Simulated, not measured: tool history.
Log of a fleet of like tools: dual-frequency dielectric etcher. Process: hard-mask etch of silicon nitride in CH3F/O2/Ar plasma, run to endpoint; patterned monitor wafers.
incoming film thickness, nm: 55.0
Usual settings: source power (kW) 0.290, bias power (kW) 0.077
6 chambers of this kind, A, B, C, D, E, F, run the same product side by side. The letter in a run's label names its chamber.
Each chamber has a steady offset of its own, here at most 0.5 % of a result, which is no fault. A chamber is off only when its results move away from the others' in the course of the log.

run,hour,source power (kW),bias power (kW),endpoint time (s)
1B,6.4,0.290,0.077,88.261
2A,14.3,0.290,0.077,88.872
3D,22.0,0.290,0.077,87.948
4C,30.3,0.290,0.077,87.793
5F,39.2,0.290,0.077,88.408
6E,47.0,0.290,0.077,87.597
7F,56.7,0.290,0.077,87.754
8A,66.1,0.290,0.077,88.779
9C,72.4,0.290,0.077,88.308
10E,78.4,0.290,0.077,87.905
11B,84.1,0.290,0.077,87.864
12D,92.3,0.290,0.077,87.577
13A,102.0,0.290,0.077,87.872
14D,111.9,0.290,0.077,87.562
15B,116.7,0.290,0.077,87.378
# hour 117.7: chamber A: wet clean of the chamber
16F,123.6,0.290,0.077,88.103
17C,132.1,0.330,0.077,83.887
18E,141.7,0.330,0.077,83.177
19D,152.4,0.330,0.077,83.513
20E,157.9,0.330,0.077,83.863
21F,164.7,0.330,0.077,84.084
22A,172.7,0.330,0.077,84.029
23B,177.7,0.290,0.077,87.409
# hour 179.4: chamber C: wet clean of the chamber
24C,185.9,0.290,0.077,88.076
# hour 190.1: chamber E: source power generator calibrated
25B,192.9,0.290,0.077,87.128
# hour 195.5: chamber E: wet clean of the chamber
26A,200.5,0.330,0.077,83.954
27F,207.2,0.330,0.077,83.743
28D,213.7,0.330,0.077,83.393
29E,222.1,0.330,0.077,83.298
30C,230.9,0.330,0.077,84.251
31D,241.8,0.330,0.077,83.781
32C,251.3,0.260,0.067,96.464
33F,262.1,0.260,0.067,96.969
34E,271.1,0.260,0.067,95.747
# hour 272.5: chamber B: wet clean of the chamber
35B,276.1,0.260,0.067,96.367
36A,286.0,0.260,0.067,96.707
37D,291.3,0.260,0.067,95.929
38E,301.0,0.290,0.077,87.587
39C,307.0,0.290,0.077,88.437
40B,312.4,0.290,0.077,87.762
41A,321.7,0.290,0.077,87.773
42F,329.5,0.290,0.077,88.155
43B,339.2,0.290,0.077,87.474

All 6 chambers run these settings next. Forecast each chamber's results:
44A,347.2,0.290,0.084,?
44B,347.2,0.290,0.084,?
44C,347.2,0.290,0.084,?
44D,347.2,0.290,0.084,?
44E,347.2,0.290,0.084,?
44F,347.2,0.290,0.084,?

run,endpoint time (s)
44A,86.016
44B,85.220
44C,85.695
44D,84.900
44E,85.427
44F,85.805

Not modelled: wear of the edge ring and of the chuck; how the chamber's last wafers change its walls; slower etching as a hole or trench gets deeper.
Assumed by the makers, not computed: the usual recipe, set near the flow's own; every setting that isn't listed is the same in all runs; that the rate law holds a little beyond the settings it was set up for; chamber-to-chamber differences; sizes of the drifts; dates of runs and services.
